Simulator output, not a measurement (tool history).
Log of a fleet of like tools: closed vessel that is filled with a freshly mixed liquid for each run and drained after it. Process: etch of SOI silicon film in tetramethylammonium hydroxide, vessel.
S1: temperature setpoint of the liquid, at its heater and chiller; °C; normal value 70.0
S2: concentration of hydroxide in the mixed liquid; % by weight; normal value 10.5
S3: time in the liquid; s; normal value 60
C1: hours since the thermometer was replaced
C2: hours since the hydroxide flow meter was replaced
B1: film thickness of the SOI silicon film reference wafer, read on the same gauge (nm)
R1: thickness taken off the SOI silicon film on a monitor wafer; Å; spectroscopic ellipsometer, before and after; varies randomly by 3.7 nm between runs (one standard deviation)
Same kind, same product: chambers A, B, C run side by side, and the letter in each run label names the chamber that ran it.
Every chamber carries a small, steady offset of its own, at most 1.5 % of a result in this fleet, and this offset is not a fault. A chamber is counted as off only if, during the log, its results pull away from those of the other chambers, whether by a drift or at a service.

Run 1C, day 0.246: usual settings; C1 523.5; C2 1752.1; B1 149.97. Result: R1 4412.1 Å.
Run 2A, day 0.396: usual settings; C1 1606.1; C2 503.3; B1 150.00. Result: R1 4408.2 Å.
Run 3B, day 0.667: usual settings; C1 203.3; C2 999.3; B1 149.99. Result: R1 4439.0 Å.
Run 4B, day 0.862: usual settings; C1 208.0; C2 1004.0; B1 150.00. Result: R1 4393.7 Å.
Run 5C, day 1.117: usual settings; C1 544.4; C2 1773.0; B1 149.99. Result: R1 4356.6 Å.
Run 6A, day 1.329: usual settings; C1 1628.5; C2 525.7; B1 149.98. Result: R1 4363.7 Å.
Run 7C, day 1.483: usual settings; C1 553.2; C2 1781.8; B1 150.00. Result: R1 4382.3 Å.
Run 8B, day 1.812: usual settings; C1 230.8; C2 1026.8; B1 150.00. Result: R1 4457.3 Å.
Run 9A, day 2.008: usual settings; C1 1644.8; C2 542.0; B1 150.00. Result: R1 4304.6 Å.
Run 10B, day 2.275: usual settings; C1 241.9; C2 1037.9; B1 149.99. Result: R1 4381.9 Å.
Run 11C, day 2.592: usual settings; C1 579.8; C2 1808.4; B1 149.99. Result: R1 4427.5 Å.
Run 12A, day 2.867: usual settings; C1 1665.4; C2 562.6; B1 150.00. Result: R1 4447.7 Å.
Run 13C, day 3.179: usual settings but S1 76.5 °C, S2 9.0 % by weight; C1 593.9; C2 1822.5; B1 150.02. Result: R1 6952.4 Å.
Run 14B, day 3.329: usual settings but S1 76.5 °C, S2 9.0 % by weight; C1 267.2; C2 1063.2; B1 150.01. Result: R1 6796.7 Å.
Run 15A, day 3.629: usual settings but S1 76.5 °C, S2 9.0 % by weight; C1 1683.7; C2 580.9; B1 150.00. Result: R1 6738.5 Å.
Run 16C, day 3.942: usual settings but S1 73.0 °C, S2 8.5 % by weight; C1 612.2; C2 1840.8; B1 150.02. Result: R1 5863.4 Å.
Run 17A, day 4.254: usual settings but S1 73.0 °C, S2 8.5 % by weight; C1 1698.7; C2 595.9; B1 150.00. Result: R1 5632.5 Å.
Run 18B, day 4.529: usual settings but S1 73.0 °C, S2 8.5 % by weight; C1 296.0; C2 1092.0; B1 149.98. Result: R1 5754.9 Å.
Run 19A, day 4.746: usual settings; C1 1710.5; C2 607.7; B1 150.02. Result: R1 4347.4 Å.
Run 20B, day 4.900: usual settings; C1 304.9; C2 1100.9; B1 149.98. Result: R1 4375.2 Å.
Run 21C, day 5.162: usual settings; C1 641.5; C2 1870.1; B1 150.00. Result: R1 4769.3 Å.
Run 22A, day 5.450: usual settings; C1 1727.4; C2 624.6; B1 150.00. Result: R1 4396.3 Å.
Run 23C, day 5.650: usual settings but S2 11.5 % by weight, S3 35 s; C1 653.2; C2 1881.8; B1 150.00. Result: R1 2737.4 Å.
Run 24B, day 5.867: usual settings but S2 11.5 % by weight, S3 35 s; C1 328.1; C2 1124.1; B1 150.00. Result: R1 2445.3 Å.

Which is it: a chamber that has drifted or been left off by a service, a gauge drift common to all chambers, or only each chamber's usual small offset? If a chamber is off, name it and its likeliest cause.

It is chamber C that slowly wanders off from its peers.
Likeliest cause: liquid hotter than its thermometer reads (K) = 1.8.

Chamber C could run next with any of the 4 candidate recipes listed below; each alters the usual settings, and their results appear as question marks. Which one brings its results back in line with what the other chambers deliver on the usual settings?
Allowed miss from the other chambers' usual-settings mean, per result, to count as in line: R1 130.0 Å
Run 25C-1, day 6.104: usual settings but S1 73.0 °C, S2 10.0 % by weight. Result: R1 ?.
Run 25C-2, day 6.104: usual settings but S1 70.5 °C, S3 65 s. Result: R1 ?.
Run 25C-3, day 6.104: usual settings but S1 68.0 °C. Result: R1 ?.
Run 25C-4, day 6.104: usual settings but S3 50 s. Result: R1 ?.

Usual-settings mean across the other chambers: R1 4378.6 Å
  run      R1
25C-1  5915.6
25C-2  5465.0
25C-3  4362.5
25C-4  4083.7
25C-3 brings the chamber back in line.

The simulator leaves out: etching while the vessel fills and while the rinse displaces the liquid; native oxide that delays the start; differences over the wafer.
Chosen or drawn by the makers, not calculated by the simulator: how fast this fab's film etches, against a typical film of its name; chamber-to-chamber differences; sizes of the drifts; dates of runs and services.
